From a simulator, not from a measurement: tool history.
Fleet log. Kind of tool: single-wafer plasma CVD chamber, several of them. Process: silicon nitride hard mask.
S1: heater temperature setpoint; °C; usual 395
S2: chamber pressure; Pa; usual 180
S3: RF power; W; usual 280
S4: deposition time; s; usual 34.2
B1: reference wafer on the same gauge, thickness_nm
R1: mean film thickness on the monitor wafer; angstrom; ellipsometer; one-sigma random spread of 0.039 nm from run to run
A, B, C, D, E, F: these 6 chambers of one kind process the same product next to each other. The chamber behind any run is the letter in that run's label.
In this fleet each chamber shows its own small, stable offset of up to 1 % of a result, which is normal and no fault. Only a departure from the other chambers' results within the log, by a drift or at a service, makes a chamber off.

Run 1D, hour 9.2: usual settings; B1 40.499. Result: R1 358.85 angstrom.
Run 2F, hour 21.2: usual settings; B1 40.498. Result: R1 356.04 angstrom.
Run 3B, hour 31.7: usual settings; B1 40.484. Result: R1 360.95 angstrom.
At hour 36.7: chamber E: RF generator calibrated.
Run 4E, hour 45.4: usual settings; B1 40.474. Result: R1 361.57 angstrom.
Run 5C, hour 57.7: usual settings but S1 388 °C; B1 40.472. Result: R1 357.74 angstrom.
Run 6A, hour 66.7: usual settings but S1 388 °C; B1 40.472. Result: R1 359.05 angstrom.
Run 7D, hour 80.7: usual settings but S1 388 °C; B1 40.463. Result: R1 360.11 angstrom.
Run 8E, hour 91.6: usual settings but S1 388 °C; B1 40.462. Result: R1 361.14 angstrom.
Run 9A, hour 104.0: usual settings but S1 388 °C; B1 40.451. Result: R1 359.81 angstrom.
Run 10F, hour 115.0: usual settings but S1 388 °C; B1 40.445. Result: R1 356.28 angstrom.
Run 11C, hour 129.4: usual settings; B1 40.436. Result: R1 356.44 angstrom.
Run 12B, hour 143.6: usual settings; B1 40.441. Result: R1 360.31 angstrom.
Run 13C, hour 157.8: usual settings but S2 159 Pa, S4 28.9 s; B1 40.422. Result: R1 289.46 angstrom.
Run 14B, hour 165.3: usual settings but S2 159 Pa, S4 28.9 s; B1 40.438. Result: R1 293.26 angstrom.
Run 15E, hour 178.5: usual settings but S2 159 Pa, S4 28.9 s; B1 40.412. Result: R1 293.12 angstrom.
Run 16A, hour 185.1: usual settings but S2 159 Pa, S4 28.9 s; B1 40.421. Result: R1 290.70 angstrom.
Run 17F, hour 191.5: usual settings but S2 159 Pa, S4 28.9 s; B1 40.420. Result: R1 288.04 angstrom.
Run 18D, hour 202.5: usual settings but S2 159 Pa, S4 28.9 s; B1 40.410. Result: R1 291.04 angstrom.
Run 19E, hour 214.6: usual settings; B1 40.416. Result: R1 360.04 angstrom.
Run 20B, hour 222.5: usual settings; B1 40.411. Result: R1 360.61 angstrom.
Run 21D, hour 234.5: usual settings; B1 40.383. Result: R1 358.52 angstrom.
Run 22A, hour 244.1: usual settings but S1 406 °C, S2 136 Pa; B1 40.399. Result: R1 326.23 angstrom.
Run 23F, hour 257.7: usual settings but S1 406 °C, S2 136 Pa; B1 40.395. Result: R1 321.44 angstrom.
Run 24C, hour 271.0: usual settings but S1 406 °C, S2 136 Pa; B1 40.384. Result: R1 323.59 angstrom.
Run 25F, hour 278.8: usual settings but S1 406 °C, S2 136 Pa; B1 40.383. Result: R1 321.78 angstrom.
Run 26A, hour 288.1: usual settings but S1 406 °C, S2 136 Pa; B1 40.363. Result: R1 325.60 angstrom.
Run 27B, hour 299.3: usual settings but S1 406 °C, S2 136 Pa; B1 40.368. Result: R1 327.49 angstrom.
Run 28D, hour 310.4: usual settings; B1 40.368. Result: R1 357.42 angstrom.
Run 29C, hour 321.1: usual settings; B1 40.367. Result: R1 355.51 angstrom.
Run 30E, hour 334.1: usual settings; B1 40.358. Result: R1 359.88 angstrom.
Run 31F, hour 342.1: usual settings; B1 40.355. Result: R1 354.61 angstrom.
Run 32D, hour 352.6: usual settings; B1 40.356. Result: R1 358.45 angstrom.
Run 33A, hour 364.7: usual settings; B1 40.346. Result: R1 356.86 angstrom.
Run 34B, hour 378.7: usual settings; B1 40.331. Result: R1 359.35 angstrom.
Run 35E, hour 385.3: usual settings but S4 28.4 s; B1 40.332. Result: R1 298.62 angstrom.
Run 36C, hour 395.7: usual settings but S4 28.4 s; B1 40.331. Result: R1 295.30 angstrom.
Run 37A, hour 408.0: usual settings but S4 28.4 s; B1 40.324. Result: R1 296.79 angstrom.

Does one chamber stand apart from the rest, does the shared gauge drift, or is all well apart from small per-chamber offsets? Give the chamber and the most likely cause, where there is one.

Every chamber seems to shift together because the gauge that measures them all drifts; the chambers themselves are fine.
What lies behind it: gauge reads low (%) = 0.443.
